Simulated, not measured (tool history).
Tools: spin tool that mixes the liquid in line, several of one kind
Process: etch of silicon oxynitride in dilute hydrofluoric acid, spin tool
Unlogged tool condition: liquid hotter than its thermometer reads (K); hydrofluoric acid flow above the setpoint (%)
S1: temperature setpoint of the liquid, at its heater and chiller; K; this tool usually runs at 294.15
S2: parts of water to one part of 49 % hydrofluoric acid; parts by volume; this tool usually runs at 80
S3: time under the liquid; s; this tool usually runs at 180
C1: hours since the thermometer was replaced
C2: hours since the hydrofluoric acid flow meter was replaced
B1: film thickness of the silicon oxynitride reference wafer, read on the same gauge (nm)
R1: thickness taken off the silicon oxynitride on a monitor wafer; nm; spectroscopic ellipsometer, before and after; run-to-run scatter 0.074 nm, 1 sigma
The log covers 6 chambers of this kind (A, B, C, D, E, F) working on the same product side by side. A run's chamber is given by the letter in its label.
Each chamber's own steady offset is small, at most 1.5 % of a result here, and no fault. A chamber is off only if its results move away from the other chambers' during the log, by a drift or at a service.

{"run": "1B", "hour": 5.1, "S1": 294.15, "S2": 80, "S3": 180, "C1": 1092.2, "C2": 164.4, "B1": 60.008, "R1": 9.4838}
{"run": "2D", "hour": 12.4, "S1": 294.15, "S2": 80, "S3": 180, "C1": 671.8, "C2": 443.8, "B1": 59.994, "R1": 9.3547}
{"run": "3A", "hour": 16.7, "S1": 294.15, "S2": 80, "S3": 180, "C1": 1470.5, "C2": 658.9, "B1": 59.998, "R1": 9.2932}
{"run": "4F", "hour": 22.5, "S1": 294.15, "S2": 80, "S3": 180, "C1": 799, "C2": 1262.2, "B1": 60.005, "R1": 9.5918}
{"run": "5E", "hour": 27.5, "S1": 294.15, "S2": 80, "S3": 180, "C1": 1120.2, "C2": 599.6, "B1": 60.005, "R1": 9.4997}
{"run": "6C", "hour": 32.2, "S1": 294.15, "S2": 80, "S3": 180, "C1": 165.2, "C2": 897.7, "B1": 60.005, "R1": 9.6335}
{"run": "7A", "hour": 37.8, "S1": 294.15, "S2": 80, "S3": 180, "C1": 1491.6, "C2": 680, "B1": 60.03, "R1": 9.3062}
{"run": "8F", "hour": 43.7, "S1": 294.15, "S2": 80, "S3": 180, "C1": 820.2, "C2": 1283.4, "B1": 59.998, "R1": 9.5777}
{"run": "9E", "hour": 49.8, "S1": 294.15, "S2": 80, "S3": 180, "C1": 1142.5, "C2": 621.9, "B1": 59.982, "R1": 9.4769}
{"run": "10B", "hour": 53.5, "S1": 294.15, "S2": 80, "S3": 180, "C1": 1140.6, "C2": 212.8, "B1": 59.98, "R1": 9.3193}
{"run": "11D", "hour": 60.0, "S1": 294.15, "S2": 80, "S3": 180, "C1": 719.4, "C2": 491.4, "B1": 59.998, "R1": 9.3896}
{"run": "12C", "hour": 66.7, "S1": 294.15, "S2": 80, "S3": 75, "C1": 199.7, "C2": 932.2, "B1": 59.987, "R1": 3.9254}
{"run": "13D", "hour": 70.1, "S1": 294.15, "S2": 80, "S3": 75, "C1": 729.5, "C2": 501.5, "B1": 59.976, "R1": 3.9579}
{"run": "14C", "hour": 76.2, "S1": 294.15, "S2": 80, "S3": 75, "C1": 209.2, "C2": 941.7, "B1": 59.992, "R1": 4}
{"run": "15E", "hour": 79.5, "S1": 294.15, "S2": 80, "S3": 75, "C1": 1172.2, "C2": 651.6, "B1": 60.012, "R1": 3.9514}
{"run": "16B", "hour": 84.9, "S1": 294.15, "S2": 80, "S3": 75, "C1": 1172, "C2": 244.2, "B1": 59.986, "R1": 3.9722}
{"run": "17F", "hour": 88.3, "S1": 294.15, "S2": 80, "S3": 75, "C1": 864.8, "C2": 1328, "B1": 60.006, "R1": 4.0432}
{"run": "18A", "hour": 94.2, "S1": 294.15, "S2": 80, "S3": 180, "C1": 1548, "C2": 736.4, "B1": 60.021, "R1": 9.3556}
{"run": "19D", "hour": 101.3, "S1": 294.15, "S2": 80, "S3": 180, "C1": 760.7, "C2": 532.7, "B1": 60.004, "R1": 9.3479}
{"run": "20B", "hour": 107.7, "S1": 294.15, "S2": 80, "S3": 180, "C1": 1194.8, "C2": 267, "B1": 60.021, "R1": 9.3512}
{"run": "21F", "hour": 114.5, "S1": 294.15, "S2": 80, "S3": 180, "C1": 891, "C2": 1354.2, "B1": 60.005, "R1": 9.8284}
{"run": "22A", "hour": 121.1, "S1": 294.15, "S2": 80, "S3": 180, "C1": 1574.9, "C2": 763.3, "B1": 60.022, "R1": 9.4371}
{"run": "23C", "hour": 124.8, "S1": 294.15, "S2": 80, "S3": 180, "C1": 257.8, "C2": 990.3, "B1": 60, "R1": 9.5109}
{"run": "24E", "hour": 130.4, "S1": 294.15, "S2": 80, "S3": 180, "C1": 1223.1, "C2": 702.5, "B1": 59.993, "R1": 9.4984}
{"run": "25D", "hour": 134.8, "S1": 294.15, "S2": 50, "S3": 180, "C1": 794.2, "C2": 566.2, "B1": 60.005, "R1": 15.631}
{"run": "26C", "hour": 139.0, "S1": 294.15, "S2": 50, "S3": 180, "C1": 272, "C2": 1004.5, "B1": 60.004, "R1": 15.887}
{"run": "27F", "hour": 144.0, "S1": 294.15, "S2": 50, "S3": 180, "C1": 920.5, "C2": 1383.7, "B1": 59.984, "R1": 16.258}
{"run": "28A", "hour": 147.6, "S1": 294.15, "S2": 50, "S3": 180, "C1": 1601.4, "C2": 789.8, "B1": 60.015, "R1": 15.236}
{"run": "29B", "hour": 151.5, "S1": 294.15, "S2": 50, "S3": 180, "C1": 1238.6, "C2": 310.8, "B1": 60.015, "R1": 15.258}
{"run": "30E", "hour": 158.3, "S1": 294.15, "S2": 50, "S3": 180, "C1": 1251, "C2": 730.4, "B1": 60.016, "R1": 15.597}
{"hour": 162.0, "done": "chamber D: hydrofluoric acid flow meter replaced"}
{"run": "31D", "hour": 162.6, "S1": 294.15, "S2": 80, "S3": 180, "C1": 822, "C2": 0.7, "B1": 60.01, "R1": 9.5198}
{"run": "32C", "hour": 167.8, "S1": 294.15, "S2": 80, "S3": 180, "C1": 300.8, "C2": 1033.3, "B1": 59.987, "R1": 9.6487}
{"run": "33E", "hour": 172.2, "S1": 294.15, "S2": 80, "S3": 180, "C1": 1264.9, "C2": 744.3, "B1": 59.985, "R1": 9.3932}
{"run": "34F", "hour": 176.6, "S1": 294.15, "S2": 80, "S3": 180, "C1": 953.1, "C2": 1416.3, "B1": 59.995, "R1": 10.038}
{"run": "35B", "hour": 181.1, "S1": 294.15, "S2": 80, "S3": 180, "C1": 1268.2, "C2": 340.4, "B1": 59.988, "R1": 9.3599}
{"run": "36A", "hour": 188.2, "S1": 291.15, "S2": 80, "S3": 180, "C1": 1642, "C2": 830.4, "B1": 60.007, "R1": 8.1374}
{"run": "37F", "hour": 192.2, "S1": 291.15, "S2": 80, "S3": 180, "C1": 968.7, "C2": 1431.9, "B1": 60.003, "R1": 8.6867}
{"run": "38E", "hour": 198.8, "S1": 291.15, "S2": 80, "S3": 180, "C1": 1291.5, "C2": 770.9, "B1": 59.98, "R1": 8.1595}
{"run": "39B", "hour": 203.6, "S1": 291.15, "S2": 80, "S3": 180, "C1": 1290.7, "C2": 362.9, "B1": 60.01, "R1": 8.1462}

What goes on in this fleet: one chamber off, a drifting gauge, or nothing beyond the chambers' own small offsets? Name the chamber and the cause, if any.

One chamber, F, drifts off from the rest bit by bit.
Most likely cause: liquid hotter than its thermometer reads (K) = 1.1.
Not necessarily distinguishable in this log from: hydrofluoric acid flow above the setpoint (%).

Which of the 4 candidates below, each the usual settings with something changed and its results left as question marks, puts chamber F back in line with what the other chambers give on the usual settings?
In-line tolerance around the mean of the other chambers on the usual settings: R1 0.26 nm
{"run": "40F-1", "hour": 209.0, "S1": 294.15, "S2": 85, "S3": 180, "R1": "?"}
{"run": "40F-2", "hour": 209.0, "S1": 294.15, "S2": 80, "S3": 200, "R1": "?"}
{"run": "40F-3", "hour": 209.0, "S1": 294.15, "S2": 80, "S3": 190, "R1": "?"}
{"run": "40F-4", "hour": 209.0, "S1": 291.65, "S2": 80, "S3": 180, "R1": "?"}

Other chambers, usual settings, mean: R1 9.4728 nm
run=40F-1 R1=9.4488
run=40F-2 R1=11.208
run=40F-3 R1=10.647
run=40F-4 R1=8.9256
Change 40F-1 lands the chamber within the allowed miss of the other chambers.
